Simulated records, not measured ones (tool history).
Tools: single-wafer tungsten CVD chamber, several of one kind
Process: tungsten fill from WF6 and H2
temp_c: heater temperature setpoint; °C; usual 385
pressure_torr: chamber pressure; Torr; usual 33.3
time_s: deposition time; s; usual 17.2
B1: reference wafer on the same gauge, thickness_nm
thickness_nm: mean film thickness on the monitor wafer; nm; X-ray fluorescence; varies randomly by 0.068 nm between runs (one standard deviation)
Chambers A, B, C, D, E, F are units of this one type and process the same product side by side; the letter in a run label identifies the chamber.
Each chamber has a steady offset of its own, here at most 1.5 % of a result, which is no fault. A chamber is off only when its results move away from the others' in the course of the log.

Run 1D, hour 4.1: usual settings; B1 42.203. Result: thickness_nm 39.191 nm.
Run 2F, hour 9: usual settings; B1 42.222. Result: thickness_nm 39.445 nm.
Run 3C, hour 14.1: usual settings; B1 42.221. Result: thickness_nm 39.244 nm.
Run 4A, hour 19.6: usual settings; B1 42.215. Result: thickness_nm 38.869 nm.
Run 5E, hour 23.5: usual settings; B1 42.233. Result: thickness_nm 38.942 nm.
Run 6B, hour 27.9: usual settings; B1 42.231. Result: thickness_nm 39.042 nm.
Run 7D, hour 31.9: usual settings; B1 42.262. Result: thickness_nm 39.182 nm.
Run 8F, hour 34.6: usual settings; B1 42.25. Result: thickness_nm 39.359 nm.
Run 9C, hour 38.8: usual settings; B1 42.278. Result: thickness_nm 39.327 nm.
Run 10E, hour 42.9: usual settings; B1 42.267. Result: thickness_nm 38.916 nm.
Run 11A, hour 45.6: usual settings; B1 42.264. Result: thickness_nm 38.877 nm.
Run 12B, hour 50.7: usual settings; B1 42.282. Result: thickness_nm 39.151 nm.
Run 13E, hour 53.6: usual settings; B1 42.284. Result: thickness_nm 38.825 nm.
Run 14C, hour 58.5: usual settings; B1 42.292. Result: thickness_nm 39.211 nm.
Run 15B, hour 61: usual settings; B1 42.309. Result: thickness_nm 39.036 nm.
Run 16D, hour 65.6: usual settings but temp_c 375 °C; B1 42.319. Result: thickness_nm 32.002 nm.
Run 17A, hour 68.2: usual settings but temp_c 375 °C; B1 42.303. Result: thickness_nm 31.845 nm.
Run 18F, hour 73.2: usual settings but temp_c 375 °C; B1 42.311. Result: thickness_nm 32.257 nm.
Run 19F, hour 77: usual settings but temp_c 375 °C; B1 42.315. Result: thickness_nm 32.355 nm.
Run 20E, hour 80.9: usual settings but temp_c 375 °C; B1 42.351. Result: thickness_nm 31.868 nm.
Run 21D, hour 86.7: usual settings but temp_c 375 °C; B1 42.34. Result: thickness_nm 31.94 nm.
Run 22C, hour 91.2: usual settings but temp_c 399 °C; B1 42.354. Result: thickness_nm 51.737 nm.
Run 23B, hour 95.3: usual settings but temp_c 399 °C; B1 42.338. Result: thickness_nm 51.22 nm.
Run 24A, hour 99.6: usual settings but temp_c 399 °C; B1 42.369. Result: thickness_nm 50.995 nm.
Run 25F, hour 103.2: usual settings but temp_c 399 °C; B1 42.36. Result: thickness_nm 51.471 nm.
Run 26B, hour 108.5: usual settings but temp_c 399 °C; B1 42.354. Result: thickness_nm 51.494 nm.
Run 27E, hour 112: usual settings but temp_c 399 °C; B1 42.377. Result: thickness_nm 50.719 nm.
Run 28D, hour 117.6: usual settings; B1 42.367. Result: thickness_nm 39.27 nm.
Run 29C, hour 120.6: usual settings; B1 42.391. Result: thickness_nm 39.373 nm.
Run 30A, hour 125.3: usual settings; B1 42.421. Result: thickness_nm 39.005 nm.
Run 31B, hour 128.8: usual settings but pressure_torr 26 Torr; B1 42.395. Result: thickness_nm 34.71 nm.
Run 32D, hour 132.7: usual settings but pressure_torr 26 Torr; B1 42.391. Result: thickness_nm 35.046 nm.
Run 33E, hour 137.3: usual settings but pressure_torr 26 Torr; B1 42.413. Result: thickness_nm 34.619 nm.
Run 34C, hour 142.9: usual settings but pressure_torr 26 Torr; B1 42.422. Result: thickness_nm 35.166 nm.
Run 35A, hour 147: usual settings but pressure_torr 26 Torr; B1 42.439. Result: thickness_nm 34.749 nm.
Run 36F, hour 152.8: usual settings but pressure_torr 26 Torr; B1 42.44. Result: thickness_nm 35.182 nm.
Run 37D, hour 157.6: usual settings; B1 42.449. Result: thickness_nm 39.259 nm.
Run 38B, hour 162.7: usual settings but temp_c 380 °C; B1 42.455. Result: thickness_nm 35.464 nm.
Run 39E, hour 167.3: usual settings but temp_c 380 °C; B1 42.473. Result: thickness_nm 35.419 nm.
Run 40F, hour 171.2: usual settings but temp_c 380 °C; B1 42.483. Result: thickness_nm 35.981 nm.
Run 41C, hour 173.8: usual settings but temp_c 380 °C; B1 42.495. Result: thickness_nm 35.72 nm.
Run 42A, hour 178.3: usual settings but temp_c 380 °C; B1 42.473. Result: thickness_nm 35.474 nm.
Run 43B, hour 183.2: usual settings but temp_c 380 °C; B1 42.506. Result: thickness_nm 35.548 nm.

Is one chamber out of step, is the gauge drifting, or do the chambers differ by no more than their own small offsets? For an off chamber, give its letter and the likeliest cause.

Every chamber seems to shift together because the gauge that measures them all drifts; the chambers themselves are fine.
Most likely cause: gauge reads high (%) = 0.71.
